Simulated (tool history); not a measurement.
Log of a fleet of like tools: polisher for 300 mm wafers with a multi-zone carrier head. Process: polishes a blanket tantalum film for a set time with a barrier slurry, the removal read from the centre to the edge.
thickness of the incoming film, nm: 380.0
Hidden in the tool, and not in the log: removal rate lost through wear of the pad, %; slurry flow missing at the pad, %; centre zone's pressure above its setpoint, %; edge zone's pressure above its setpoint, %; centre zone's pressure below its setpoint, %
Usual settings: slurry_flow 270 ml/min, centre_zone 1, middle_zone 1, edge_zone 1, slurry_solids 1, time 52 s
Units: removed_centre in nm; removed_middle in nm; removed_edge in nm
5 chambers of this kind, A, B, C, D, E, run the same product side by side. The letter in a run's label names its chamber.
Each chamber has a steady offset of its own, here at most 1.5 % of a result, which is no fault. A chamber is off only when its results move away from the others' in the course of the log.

run     day  slurry_flow  centre_zone  middle_zone  edge_zone  slurry_solids  time  wafers polished on this pad  hours since the slurry nozzle was cleaned  hours since the centre zone pressure was calibrated  hours since the edge zone pressure was calibrated  removed_centre  removed_middle  removed_edge
 1D   0.254          270            1            1          1              1    52                          420                                      158.6                                                570.3                                              332.8          151.66          151.59        147.44
      0.292  -- chamber E: worn pad replaced by a new one
 2E   0.675          270            1            1          1              1    52                           77                                         39                                                607.7                                              108.4           149.5          152.64         151.6
      0.679  -- chamber A: slurry nozzle cleaned
 3A   1.142          270            1            1          1              1    52                          666                                       11.1                                                751.2                                               80.7          150.88          148.66        155.18
      1.212  -- chamber B: centre zone pressure recalibrated
 4C   1.412          270            1            1          1              1    52                          286                                      675.9                                                512.4                                               70.7          147.62           150.7        147.86
 5B   1.879          270            1            1          1              1    52                          496                                      316.2                                                 16.1                                              131.8          150.36          148.31        149.44
      2.171  -- chamber A: worn pad replaced by a new one
 6B   2.321          270            1            1          1              1    52                          585                                      326.8                                                 26.7                                              142.4          152.71           150.7        151.43
      2.375  -- chamber C: worn pad replaced by a new one
 7E   2.808          270            1            1          1              1    52                          510                                       90.2                                                658.9                                              159.6          152.09          150.66        154.22
 8D   3.346          270            1            1          1              1    52                         1047                                      232.8                                                644.5                                                407           154.1          150.56        151.75
      3.442  -- chamber D: worn pad replaced by a new one
 9C   3.629          270            1            1          1              1    52                          254                                      729.1                                                565.6                                              123.9          148.94          148.63        148.46
10A   4.083          270            1            1          1              1    52                          388                                       81.7                                                821.8                                              151.3          148.36          148.73        150.74
      4.183  -- chamber E: worn pad replaced by a new one
11D   4.354          270            1            1          1              1    52                          186                                        257                                                668.7                                              431.2          153.02          153.74        149.16
       4.65  -- chamber B: worn pad replaced by a new one
      4.754  -- chamber C: worn pad replaced by a new one
12B   4.783          270            1            1          1              1    52                           27                                      385.9                                                 85.8                                              201.5          148.41          149.75        149.31
       4.95  -- chamber B: slurry nozzle cleaned
13A   5.033          270            1            1          1              1    52                          581                                      104.5                                                844.6                                              174.1          150.23          148.89        151.73
14E   5.442          270            1            1          1              1    52                          255                                      153.4                                                722.1                                              222.8          148.46          150.51        151.63
      5.658  -- chamber D: slurry nozzle cleaned
15C   5.825          270            1            1          1              1    52                          217                                      781.8                                                618.3                                              176.6          152.27           149.8        150.42
16B   6.138          270            1            1          1              1    52                          302                                       28.5                                                118.3                                                234          147.21          149.35        153.43
      6.379  -- chamber A: centre zone pressure recalibrated
17C   6.483          270            1            1          1              1    52                          351                                      797.6                                                634.1                                              192.4          147.38          149.93        150.11
      6.796  -- chamber A: worn pad replaced by a new one
18E   6.804          270            1            1          1              1    35                          532                                      186.1                                                754.8                                              255.5          101.92          100.62        103.89
19A   7.233          270            1            1          1              1    35                           89                                      157.3                                                 20.6                                              226.9          102.37          101.21        100.87
      7.258  -- chamber C: worn pad replaced by a new one
      7.546  -- chamber D: worn pad replaced by a new one
20D   7.675          270            1            1          1              1    35                           26                                       48.4                                                748.4                                              510.9          102.18          101.78        102.55
      8.092  -- chamber E: worn pad replaced by a new one
21A   8.212          270            1            1          1              1    35                          288                                      180.8                                                 44.1                                              250.4          101.88          99.658        99.938
22D   8.454          270            1            1          1              1    35                          184                                       67.1                                                767.1                                              529.6          103.36          100.98        100.39
23E   8.746          270            1            1          1              1    52                          133                                      232.7                                                801.4                                              302.1          146.27          149.06        152.05
24B   9.171          270            1            1          1              1    52                          917                                      101.3                                                191.1                                              306.8          151.71          149.43         146.9
25C   9.492          270            1            1          1              1    52                          453                                      869.8                                                706.3                                              264.6          138.87          148.59        150.58
      9.988  -- chamber D: edge zone pressure recalibrated
      9.992  -- chamber B: worn pad replaced by a new one
26A  10.012          190            1            1          1              1    68                          653                                        224                                                 87.3                                              293.6          185.94          187.32        190.66
     10.188  -- chamber C: worn pad replaced by a new one
27B  10.375          190            1            1          1              1    68                           77                                      130.2                                                  220                                              335.7           185.6          188.87         192.1
28C  10.804          190            1            1          1              1    68                          125                                      901.3                                                737.8                                              296.1           170.4          186.22        188.87
29E  11.262          190            1            1          1              1    68                          644                                      293.1                                                861.8                                              362.5          181.42           185.6        189.69
     11.467  -- chamber C: slurry nozzle cleaned
30D   11.55          190            1            1          1              1    68                          812                                      141.4                                                841.4                                               37.6          188.57          189.64         188.8
       11.6  -- chamber A: slurry nozzle cleaned
     11.688  -- chamber A: worn pad replaced by a new one
     11.754  -- chamber B: edge zone pressure recalibrated
     11.929  -- chamber E: worn pad replaced by a new one
31D   12.05          270            1            1          1              1    52                          914                                      153.4                                                853.4                                               49.6          153.21          152.39        147.68
      12.35  -- chamber E: slurry nozzle cleaned
32E  12.404          270            1            1          1              1    52                           97                                        1.3                                                889.2                                              389.9          151.66          152.84        152.18
     12.488  -- chamber C: worn pad replaced by a new one
33C  12.729          270            1            1          1              1    52                           49                                       30.4                                                  784                                              342.3          136.45          153.56        150.12
34B  12.962          270            1            1          1              1    52                          602                                      192.3                                                282.1                                                 29          148.91          149.96        152.19
35A  13.267          270            1            1          1              1    52                          320                                         40                                                165.4                                              371.7          151.13          148.19        152.79

Next, every chamber runs the same settings. What will each give?
36A  13.658          270            1         1.05          1              1    52                                                                                                                                                                                               ?               ?             ?
36B  13.658          270            1         1.05          1              1    52                                                                                                                                                                                               ?               ?             ?
36C  13.658          270            1         1.05          1              1    52                                                                                                                                                                                               ?               ?             ?
36D  13.658          270            1         1.05          1              1    52                                                                                                                                                                                               ?               ?             ?
36E  13.658          270            1         1.05          1              1    52                                                                                                                                                                                               ?               ?             ?

run  removed_centre  removed_middle  removed_edge
36A          151.92          155.14        150.69
36B          150.61          154.79        153.69
36C          136.29          156.04        150.05
36D          150.56           160.8        154.47
36E          150.41          156.86        151.19

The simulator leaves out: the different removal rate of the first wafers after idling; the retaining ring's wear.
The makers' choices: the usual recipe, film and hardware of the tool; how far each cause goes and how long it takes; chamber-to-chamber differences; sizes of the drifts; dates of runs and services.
